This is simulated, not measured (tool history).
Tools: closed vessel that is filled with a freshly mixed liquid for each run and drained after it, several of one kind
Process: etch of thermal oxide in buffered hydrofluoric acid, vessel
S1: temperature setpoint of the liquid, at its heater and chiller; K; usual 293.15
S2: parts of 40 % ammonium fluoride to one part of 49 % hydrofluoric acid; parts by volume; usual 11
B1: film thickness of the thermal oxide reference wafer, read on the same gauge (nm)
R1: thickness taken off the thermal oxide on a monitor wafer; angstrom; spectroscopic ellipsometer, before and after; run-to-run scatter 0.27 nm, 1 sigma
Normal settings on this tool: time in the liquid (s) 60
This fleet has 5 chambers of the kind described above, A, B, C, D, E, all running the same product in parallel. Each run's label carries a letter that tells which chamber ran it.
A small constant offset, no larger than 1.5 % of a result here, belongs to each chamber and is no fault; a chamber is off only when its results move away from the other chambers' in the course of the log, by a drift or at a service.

run 1E hour=12.7 | S1=293.15 S2=11 time_in_the_liquid_(s)=60 | B1=120 | R1=516.87
run 2A hour=21.4 | S1=293.15 S2=11 time_in_the_liquid_(s)=60 | B1=120.03 | R1=520.99
-- hour=24.7 chamber D: hydrofluoric acid flow meter replaced
run 3D hour=30.2 | S1=293.15 S2=11 time_in_the_liquid_(s)=60 | B1=119.98 | R1=526.52
run 4C hour=37.8 | S1=293.15 S2=11 time_in_the_liquid_(s)=60 | B1=120.04 | R1=514.24
run 5B hour=45.3 | S1=293.15 S2=11 time_in_the_liquid_(s)=60 | B1=120 | R1=521.05
run 6C hour=54.4 | S1=293.15 S2=11 time_in_the_liquid_(s)=60 | B1=119.97 | R1=516.69
run 7A hour=66.6 | S1=293.15 S2=11 time_in_the_liquid_(s)=60 | B1=120.04 | R1=524.08
run 8D hour=73.8 | S1=293.15 S2=11 time_in_the_liquid_(s)=60 | B1=119.99 | R1=521.95
run 9B hour=79.5 | S1=293.15 S2=11 time_in_the_liquid_(s)=60 | B1=120.01 | R1=522.02
run 10E hour=90.1 | S1=290.15 S2=8 time_in_the_liquid_(s)=60 | B1=120.01 | R1=579.96
-- hour=90.4 chamber D: thermometer replaced
run 11B hour=97.9 | S1=290.15 S2=8 time_in_the_liquid_(s)=60 | B1=120.01 | R1=591.2
run 12A hour=104.6 | S1=290.15 S2=8 time_in_the_liquid_(s)=60 | B1=120 | R1=587.13
run 13C hour=115.6 | S1=290.15 S2=8 time_in_the_liquid_(s)=60 | B1=120.04 | R1=577.17
run 14E hour=127.7 | S1=290.15 S2=8 time_in_the_liquid_(s)=60 | B1=120 | R1=591.65
-- hour=134.9 chamber A: thermometer replaced
run 15D hour=136.3 | S1=293.15 S2=11 time_in_the_liquid_(s)=60 | B1=119.97 | R1=520.2
run 16E hour=145.5 | S1=293.15 S2=11 time_in_the_liquid_(s)=60 | B1=120.01 | R1=516.76
run 17C hour=158.2 | S1=293.15 S2=9 time_in_the_liquid_(s)=60 | B1=120.02 | R1=603.05
run 18D hour=164.4 | S1=293.15 S2=9 time_in_the_liquid_(s)=60 | B1=120 | R1=612.99
run 19B hour=173.5 | S1=293.15 S2=9 time_in_the_liquid_(s)=60 | B1=119.96 | R1=606.79
run 20A hour=185.3 | S1=293.15 S2=9 time_in_the_liquid_(s)=60 | B1=120.01 | R1=609.9
run 21E hour=193.6 | S1=293.15 S2=9 time_in_the_liquid_(s)=60 | B1=119.99 | R1=607.45
run 22B hour=201.5 | S1=293.15 S2=11 time_in_the_liquid_(s)=60 | B1=120 | R1=526.8
run 23C hour=208.5 | S1=293.15 S2=11 time_in_the_liquid_(s)=60 | B1=120.04 | R1=511.77
run 24A hour=220 | S1=293.15 S2=11 time_in_the_liquid_(s)=60 | B1=120.01 | R1=518.67
run 25D hour=229.1 | S1=293.15 S2=11 time_in_the_liquid_(s)=60 | B1=120.01 | R1=524.21
run 26D hour=237.6 | S1=293.15 S2=11 time_in_the_liquid_(s)=60 | B1=120.02 | R1=524.04
run 27E hour=249.2 | S1=293.15 S2=11 time_in_the_liquid_(s)=60 | B1=120.01 | R1=519.56
run 28B hour=257.1 | S1=293.15 S2=13 time_in_the_liquid_(s)=60 | B1=119.98 | R1=444.9
run 29C hour=262.9 | S1=293.15 S2=13 time_in_the_liquid_(s)=60 | B1=120.01 | R1=437.43
run 30A hour=272.7 | S1=293.15 S2=13 time_in_the_liquid_(s)=60 | B1=119.98 | R1=439.67
run 31D hour=280.8 | S1=293.15 S2=13 time_in_the_liquid_(s)=60 | B1=119.98 | R1=441.08
run 32B hour=287.9 | S1=293.15 S2=13 time_in_the_liquid_(s)=60 | B1=120.01 | R1=443.87
run 33E hour=295.1 | S1=293.15 S2=11 time_in_the_liquid_(s)=60 | B1=120.06 | R1=526.98
-- hour=299.4 chamber B: thermometer replaced
run 34C hour=306.1 | S1=293.15 S2=11 time_in_the_liquid_(s)=60 | B1=120.04 | R1=517.11
run 35A hour=313.6 | S1=293.15 S2=11 time_in_the_liquid_(s)=60 | B1=119.99 | R1=512.69
run 36B hour=322.6 | S1=293.15 S2=11 time_in_the_liquid_(s)=60 | B1=119.99 | R1=516.17
run 37E hour=331 | S1=293.15 S2=11 time_in_the_liquid_(s)=60 | B1=120.01 | R1=520.94
run 38A hour=336.9 | S1=293.15 S2=11 time_in_the_liquid_(s)=60 | B1=120.04 | R1=517.51
run 39C hour=348.1 | S1=293.15 S2=11 time_in_the_liquid_(s)=60 | B1=119.98 | R1=515.01

Next, every chamber runs the same settings. What will each give?
run 40A hour=357.3 | S1=293.15 S2=11 time_in_the_liquid_(s)=60 | R1=?
run 40B hour=357.3 | S1=293.15 S2=11 time_in_the_liquid_(s)=60 | R1=?
run 40C hour=357.3 | S1=293.15 S2=11 time_in_the_liquid_(s)=60 | R1=?
run 40D hour=357.3 | S1=293.15 S2=11 time_in_the_liquid_(s)=60 | R1=?
run 40E hour=357.3 | S1=293.15 S2=11 time_in_the_liquid_(s)=60 | R1=?

run=40A R1=519.54
run=40B R1=521.7
run=40C R1=518.72
run=40D R1=519.05
run=40E R1=520.93

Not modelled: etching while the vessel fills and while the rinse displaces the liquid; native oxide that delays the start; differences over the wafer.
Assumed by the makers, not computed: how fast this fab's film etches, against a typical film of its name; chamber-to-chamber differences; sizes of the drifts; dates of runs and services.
